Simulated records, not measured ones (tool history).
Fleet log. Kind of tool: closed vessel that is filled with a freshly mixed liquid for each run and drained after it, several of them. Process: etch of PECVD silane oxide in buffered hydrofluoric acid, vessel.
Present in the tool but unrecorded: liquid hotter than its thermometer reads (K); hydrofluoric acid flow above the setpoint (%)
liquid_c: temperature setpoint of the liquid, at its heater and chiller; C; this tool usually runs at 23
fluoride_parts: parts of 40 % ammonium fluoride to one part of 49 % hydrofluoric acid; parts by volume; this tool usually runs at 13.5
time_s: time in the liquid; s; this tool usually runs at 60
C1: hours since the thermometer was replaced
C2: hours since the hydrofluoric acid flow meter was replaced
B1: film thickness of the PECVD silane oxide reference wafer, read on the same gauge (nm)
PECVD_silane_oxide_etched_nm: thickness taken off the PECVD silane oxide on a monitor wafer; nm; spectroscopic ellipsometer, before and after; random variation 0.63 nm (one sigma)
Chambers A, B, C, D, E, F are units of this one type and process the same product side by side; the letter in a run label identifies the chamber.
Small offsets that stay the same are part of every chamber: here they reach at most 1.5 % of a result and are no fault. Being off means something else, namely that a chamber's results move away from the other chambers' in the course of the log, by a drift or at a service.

At hour 4: chamber D: hydrofluoric acid flow meter replaced.
Run 1E, hour 7.8: usual settings; C1 936.8; C2 276.2; B1 30.006. Result: PECVD_silane_oxide_etched_nm 170.09 nm.
Run 2A, hour 12.9: usual settings; C1 276; C2 708; B1 30.053. Result: PECVD_silane_oxide_etched_nm 167.92 nm.
Run 3D, hour 17.8: usual settings; C1 709.7; C2 13.9; B1 30.012. Result: PECVD_silane_oxide_etched_nm 168.52 nm.
Run 4C, hour 24.7: usual settings; C1 703.4; C2 1544.6; B1 29.987. Result: PECVD_silane_oxide_etched_nm 171.59 nm.
Run 5B, hour 29: usual settings; C1 44; C2 254.6; B1 29.955. Result: PECVD_silane_oxide_etched_nm 168.37 nm.
Run 6F, hour 34.2: usual settings; C1 1111.8; C2 583.3; B1 30.005. Result: PECVD_silane_oxide_etched_nm 169.66 nm.
Run 7E, hour 39.1: usual settings; C1 968.1; C2 307.5; B1 30.009. Result: PECVD_silane_oxide_etched_nm 170.28 nm.
Run 8A, hour 44: usual settings; C1 307.1; C2 739.1; B1 29.994. Result: PECVD_silane_oxide_etched_nm 168.7 nm.
Run 9F, hour 52.5: usual settings; C1 1130.1; C2 601.6; B1 30.015. Result: PECVD_silane_oxide_etched_nm 167.57 nm.
Run 10B, hour 58.1: usual settings; C1 73.1; C2 283.7; B1 30. Result: PECVD_silane_oxide_etched_nm 166.95 nm.
Run 11C, hour 66: usual settings; C1 744.7; C2 1585.9; B1 30.065. Result: PECVD_silane_oxide_etched_nm 170.8 nm.
Run 12D, hour 72.3: usual settings; C1 764.2; C2 68.4; B1 29.95. Result: PECVD_silane_oxide_etched_nm 170.26 nm.
Run 13B, hour 80.8: usual settings; C1 95.8; C2 306.4; B1 29.969. Result: PECVD_silane_oxide_etched_nm 169.43 nm.
Run 14E, hour 87.8: usual settings; C1 1016.8; C2 356.2; B1 29.992. Result: PECVD_silane_oxide_etched_nm 171.05 nm.
Run 15A, hour 92: usual settings; C1 355.1; C2 787.1; B1 30.023. Result: PECVD_silane_oxide_etched_nm 167.69 nm.
Run 16D, hour 99: usual settings; C1 790.9; C2 95.1; B1 30.035. Result: PECVD_silane_oxide_etched_nm 170.73 nm.
Run 17F, hour 104.7: usual settings; C1 1182.3; C2 653.8; B1 30.004. Result: PECVD_silane_oxide_etched_nm 168.06 nm.
Run 18C, hour 112.6: usual settings; C1 791.3; C2 1632.5; B1 29.964. Result: PECVD_silane_oxide_etched_nm 171.18 nm.
Run 19D, hour 118.5: usual settings; C1 810.4; C2 114.6; B1 29.97. Result: PECVD_silane_oxide_etched_nm 170.39 nm.
Run 20E, hour 125: usual settings but liquid_c 26.5 C, time_s 85 s; C1 1054; C2 393.4; B1 30.037. Result: PECVD_silane_oxide_etched_nm 293.9 nm.
Run 21B, hour 134: usual settings but liquid_c 26.5 C, time_s 85 s; C1 149; C2 359.6; B1 29.953. Result: PECVD_silane_oxide_etched_nm 290.93 nm.
Run 22C, hour 138.2: usual settings but liquid_c 26.5 C, time_s 85 s; C1 816.9; C2 1658.1; B1 30.017. Result: PECVD_silane_oxide_etched_nm 290.81 nm.
Run 23F, hour 147: usual settings but liquid_c 26.5 C, time_s 85 s; C1 1224.6; C2 696.1; B1 30.019. Result: PECVD_silane_oxide_etched_nm 290.96 nm.
Run 24A, hour 153.9: usual settings but liquid_c 26.5 C, time_s 85 s; C1 417; C2 849; B1 30.003. Result: PECVD_silane_oxide_etched_nm 289.25 nm.
Run 25B, hour 161.6: usual settings but liquid_c 26.5 C, time_s 85 s; C1 176.6; C2 387.2; B1 29.984. Result: PECVD_silane_oxide_etched_nm 289.78 nm.
Run 26D, hour 169.8: usual settings; C1 861.7; C2 165.9; B1 29.953. Result: PECVD_silane_oxide_etched_nm 171.11 nm.
Run 27F, hour 175.3: usual settings; C1 1252.9; C2 724.4; B1 30.006. Result: PECVD_silane_oxide_etched_nm 168.25 nm.
Run 28E, hour 179.8: usual settings; C1 1108.8; C2 448.2; B1 29.998. Result: PECVD_silane_oxide_etched_nm 170.34 nm.
Run 29A, hour 187.9: usual settings; C1 451; C2 883; B1 30.029. Result: PECVD_silane_oxide_etched_nm 168.28 nm.
Run 30C, hour 194: usual settings; C1 872.7; C2 1713.9; B1 30.001. Result: PECVD_silane_oxide_etched_nm 171.14 nm.
Run 31D, hour 200.4: usual settings but liquid_c 25.5 C; C1 892.3; C2 196.5; B1 29.99. Result: PECVD_silane_oxide_etched_nm 197.61 nm.
Run 32E, hour 207.8: usual settings but liquid_c 25.5 C; C1 1136.8; C2 476.2; B1 29.959. Result: PECVD_silane_oxide_etched_nm 195.38 nm.
Run 33C, hour 213.3: usual settings but liquid_c 25.5 C; C1 892; C2 1733.2; B1 30.038. Result: PECVD_silane_oxide_etched_nm 195.27 nm.
Run 34F, hour 220.3: usual settings but liquid_c 25.5 C; C1 1297.9; C2 769.4; B1 30.037. Result: PECVD_silane_oxide_etched_nm 194.28 nm.
Run 35A, hour 225.2: usual settings but liquid_c 25.5 C; C1 488.3; C2 920.3; B1 29.995. Result: PECVD_silane_oxide_etched_nm 192.97 nm.
Run 36B, hour 231: usual settings but liquid_c 25.5 C; C1 246; C2 456.6; B1 30. Result: PECVD_silane_oxide_etched_nm 192.02 nm.
Run 37D, hour 235.3: usual settings; C1 927.2; C2 231.4; B1 29.95. Result: PECVD_silane_oxide_etched_nm 173 nm.
Run 38F, hour 243.5: usual settings; C1 1321.1; C2 792.6; B1 29.998. Result: PECVD_silane_oxide_etched_nm 168.79 nm.
Run 39A, hour 247.7: usual settings; C1 510.8; C2 942.8; B1 29.962. Result: PECVD_silane_oxide_etched_nm 167.79 nm.
Run 40B, hour 254.7: usual settings; C1 269.7; C2 480.3; B1 29.996. Result: PECVD_silane_oxide_etched_nm 168.35 nm.
Run 41E, hour 263.1: usual settings; C1 1192.1; C2 531.5; B1 29.997. Result: PECVD_silane_oxide_etched_nm 170.26 nm.
Run 42C, hour 267.6: usual settings; C1 946.3; C2 1787.5; B1 30.001. Result: PECVD_silane_oxide_etched_nm 171.38 nm.

For the next run the whole fleet of 6 chambers uses the same settings. Give each chamber's results:
Run 43A, hour 274.2: usual settings but fluoride_parts 16 parts by volume. Result: PECVD_silane_oxide_etched_nm ?.
Run 43B, hour 274.2: usual settings but fluoride_parts 16 parts by volume. Result: PECVD_silane_oxide_etched_nm ?.
Run 43C, hour 274.2: usual settings but fluoride_parts 16 parts by volume. Result: PECVD_silane_oxide_etched_nm ?.
Run 43D, hour 274.2: usual settings but fluoride_parts 16 parts by volume. Result: PECVD_silane_oxide_etched_nm ?.
Run 43E, hour 274.2: usual settings but fluoride_parts 16 parts by volume. Result: PECVD_silane_oxide_etched_nm ?.
Run 43F, hour 274.2: usual settings but fluoride_parts 16 parts by volume. Result: PECVD_silane_oxide_etched_nm ?.

run  PECVD_silane_oxide_etched_nm
43A                        143.72
43B                        143.06
43C                        144.92
43D                        146.28
43E                        143.77
43F                        143.23
